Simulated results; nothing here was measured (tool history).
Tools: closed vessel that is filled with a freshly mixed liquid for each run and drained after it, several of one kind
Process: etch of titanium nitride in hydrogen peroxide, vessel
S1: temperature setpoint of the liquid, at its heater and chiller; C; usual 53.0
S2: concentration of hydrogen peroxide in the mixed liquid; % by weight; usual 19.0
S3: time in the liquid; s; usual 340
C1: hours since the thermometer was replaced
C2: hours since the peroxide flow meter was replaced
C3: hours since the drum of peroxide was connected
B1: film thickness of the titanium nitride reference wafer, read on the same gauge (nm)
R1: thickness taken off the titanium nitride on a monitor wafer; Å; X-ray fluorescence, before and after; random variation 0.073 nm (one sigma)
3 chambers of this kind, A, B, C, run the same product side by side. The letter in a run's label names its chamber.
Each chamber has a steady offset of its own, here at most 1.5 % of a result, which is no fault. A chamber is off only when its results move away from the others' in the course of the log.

run,hour,S1,S2,S3,C1,C2,C3,B1,R1
1C,6.4,53.0,19.0,340,491.5,1564.5,1044.8,109.99,106.270
2A,11.9,53.0,19.0,340,912.7,1163.6,296.1,110.00,104.570
3B,16.1,53.0,19.0,340,2380.4,264.4,427.0,110.00,104.530
4A,23.2,53.0,19.0,340,924.0,1174.9,307.4,110.00,102.530
5C,27.9,46.0,19.0,445,513.0,1586.0,1066.3,110.00,81.652
6B,36.3,46.0,19.0,445,2400.6,284.6,447.2,109.99,81.401
7C,42.7,46.0,19.0,445,527.8,1600.8,1081.1,109.99,82.126
8A,48.0,53.0,19.0,340,948.8,1199.7,332.2,110.00,102.330
9B,53.0,53.0,19.0,340,2417.3,301.3,463.9,109.98,104.940
10C,58.1,53.0,19.0,340,543.2,1616.2,1096.5,109.99,104.620
11A,62.3,53.0,19.0,340,963.1,1214.0,346.5,110.02,101.880
12B,67.3,53.0,19.0,340,2431.6,315.6,478.2,110.00,104.920
# hour 73.0: chamber B: thermometer replaced
13A,73.7,53.0,19.0,340,974.5,1225.4,357.9,110.02,100.680
14C,78.8,57.0,19.0,340,563.9,1636.9,1117.2,110.00,140.090
15B,82.8,57.0,19.0,340,9.8,331.1,493.7,110.00,138.820
16C,88.0,57.0,19.0,340,573.1,1646.1,1126.4,110.00,138.730
17B,95.5,53.0,19.0,340,22.5,343.8,506.4,109.99,105.710
18A,102.5,53.0,19.0,340,1003.3,1254.2,386.7,110.00,98.822
19C,111.0,53.0,19.0,340,596.1,1669.1,1149.4,109.98,103.450
20B,119.4,53.0,19.0,340,46.4,367.7,530.3,109.99,107.330
21A,126.9,53.0,19.0,340,1027.7,1278.6,411.1,110.01,98.084
22A,131.7,62.0,21.5,340,1032.5,1283.4,415.9,109.99,186.250
23B,139.6,62.0,21.5,340,66.6,387.9,550.5,110.01,203.270
24C,143.7,62.0,21.5,340,628.8,1701.8,1182.1,110.01,199.030
25B,150.0,53.0,19.0,340,77.0,398.3,560.9,110.02,104.330
26C,158.6,53.0,19.0,340,643.7,1716.7,1197.0,110.00,104.780
27A,165.2,53.0,19.0,340,1066.0,1316.9,449.4,110.02,96.344
28A,169.0,53.0,19.0,340,1069.8,1320.7,453.2,109.99,96.411
29B,175.7,43.5,19.0,340,102.7,424.0,586.6,109.99,51.838

Next, every chamber runs the same settings. What will each give?
30A,182.0,53.0,23.0,340,,,,,?
30B,182.0,53.0,23.0,340,,,,,?
30C,182.0,53.0,23.0,340,,,,,?

run,R1
30A,98.896
30B,109.050
30C,109.100
